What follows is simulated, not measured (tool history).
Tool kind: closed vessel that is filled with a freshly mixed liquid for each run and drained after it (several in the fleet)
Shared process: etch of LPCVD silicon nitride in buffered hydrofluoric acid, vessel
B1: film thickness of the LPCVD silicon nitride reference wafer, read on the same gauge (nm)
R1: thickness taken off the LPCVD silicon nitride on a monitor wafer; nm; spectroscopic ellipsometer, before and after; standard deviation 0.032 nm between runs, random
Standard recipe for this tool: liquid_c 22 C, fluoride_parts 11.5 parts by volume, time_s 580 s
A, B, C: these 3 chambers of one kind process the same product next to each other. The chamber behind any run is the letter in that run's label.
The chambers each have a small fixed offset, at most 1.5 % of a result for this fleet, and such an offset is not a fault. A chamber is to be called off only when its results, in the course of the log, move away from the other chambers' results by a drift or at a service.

Run 1B, hour 9.2: usual settings; B1 129.97. Result: R1 6.6457 nm.
Run 2A, hour 19: usual settings; B1 130.01. Result: R1 6.6437 nm.
Run 3C, hour 28.4: usual settings; B1 129.99. Result: R1 6.6684 nm.
Run 4B, hour 37.1: usual settings; B1 129.99. Result: R1 6.7468 nm.
Run 5A, hour 44.5: usual settings; B1 129.94. Result: R1 6.5685 nm.
Run 6C, hour 55.5: usual settings; B1 130.03. Result: R1 6.6741 nm.
Run 7A, hour 65.9: usual settings; B1 130.02. Result: R1 6.5747 nm.
Run 8C, hour 77.8: usual settings; B1 129.99. Result: R1 6.6023 nm.
Run 9B, hour 89.7: usual settings; B1 129.99. Result: R1 6.7221 nm.
Run 10B, hour 97.6: usual settings but fluoride_parts 7 parts by volume; B1 130.02. Result: R1 10.888 nm.
Run 11A, hour 105.8: usual settings but fluoride_parts 7 parts by volume; B1 130.04. Result: R1 10.61 nm.
Run 12C, hour 116.6: usual settings but fluoride_parts 7 parts by volume; B1 129.96. Result: R1 10.837 nm.
Run 13B, hour 126.5: usual settings; B1 129.99. Result: R1 6.6848 nm.
Run 14C, hour 134: usual settings; B1 129.99. Result: R1 6.6315 nm.
Run 15A, hour 144.9: usual settings; B1 129.97. Result: R1 6.6115 nm.
Run 16B, hour 153.1: usual settings; B1 130.03. Result: R1 6.6996 nm.
Run 17A, hour 162.1: usual settings but liquid_c 20.5 C, time_s 740 s; B1 129.99. Result: R1 7.7288 nm.
Run 18C, hour 174.4: usual settings but liquid_c 20.5 C, time_s 740 s; B1 129.99. Result: R1 8.0526 nm.
Run 19C, hour 181.6: usual settings but liquid_c 20.5 C, time_s 740 s; B1 130. Result: R1 7.955 nm.
Run 20B, hour 190.6: usual settings; B1 130.02. Result: R1 6.6636 nm.
Run 21A, hour 197.3: usual settings; B1 130. Result: R1 6.6278 nm.
Run 22B, hour 202.8: usual settings; B1 130. Result: R1 6.7087 nm.
Run 23A, hour 208.6: usual settings but time_s 330 s; B1 129.98. Result: R1 3.7676 nm.
Run 24C, hour 214.7: usual settings but time_s 330 s; B1 129.99. Result: R1 3.8667 nm.
Run 25B, hour 223.2: usual settings but time_s 330 s; B1 129.96. Result: R1 3.8437 nm.
Run 26C, hour 232.3: usual settings; B1 130.02. Result: R1 6.8745 nm.
Run 27A, hour 239.4: usual settings but liquid_c 24 C; B1 129.97. Result: R1 7.3811 nm.
Run 28B, hour 251.6: usual settings but liquid_c 24 C; B1 130.05. Result: R1 7.4754 nm.
Run 29A, hour 259.9: usual settings but liquid_c 24 C; B1 130.08. Result: R1 7.395 nm.
Run 30C, hour 267: usual settings; B1 129.94. Result: R1 6.8949 nm.
Run 31A, hour 273.3: usual settings; B1 129.92. Result: R1 6.6142 nm.
Run 32B, hour 283.7: usual settings but fluoride_parts 15.5 parts by volume, time_s 305 s; B1 129.98. Result: R1 2.6134 nm.
Run 33C, hour 295.6: usual settings but fluoride_parts 15.5 parts by volume, time_s 305 s; B1 129.98. Result: R1 2.7266 nm.
Run 34B, hour 301.1: usual settings but fluoride_parts 15.5 parts by volume, time_s 305 s; B1 130. Result: R1 2.6332 nm.
Run 35C, hour 312: usual settings; B1 130.02. Result: R1 6.993 nm.
At hour 315.5: chamber A: thermometer replaced.
Run 36A, hour 324.2: usual settings; B1 130. Result: R1 6.6466 nm.
Run 37A, hour 333.9: usual settings; B1 130.01. Result: R1 6.6727 nm.
Run 38B, hour 342.6: usual settings; B1 130. Result: R1 6.6833 nm.
Run 39C, hour 354.8: usual settings; B1 129.98. Result: R1 7.0506 nm.

For the next run the whole fleet of 3 chambers uses the same settings. Give each chamber's results:
Run 40A, hour 363.9: usual settings but time_s 850 s. Result: R1 ?.
Run 40B, hour 363.9: usual settings but time_s 850 s. Result: R1 ?.
Run 40C, hour 363.9: usual settings but time_s 850 s. Result: R1 ?.

run      R1
40A  9.6369
40B  9.7822
40C  10.306
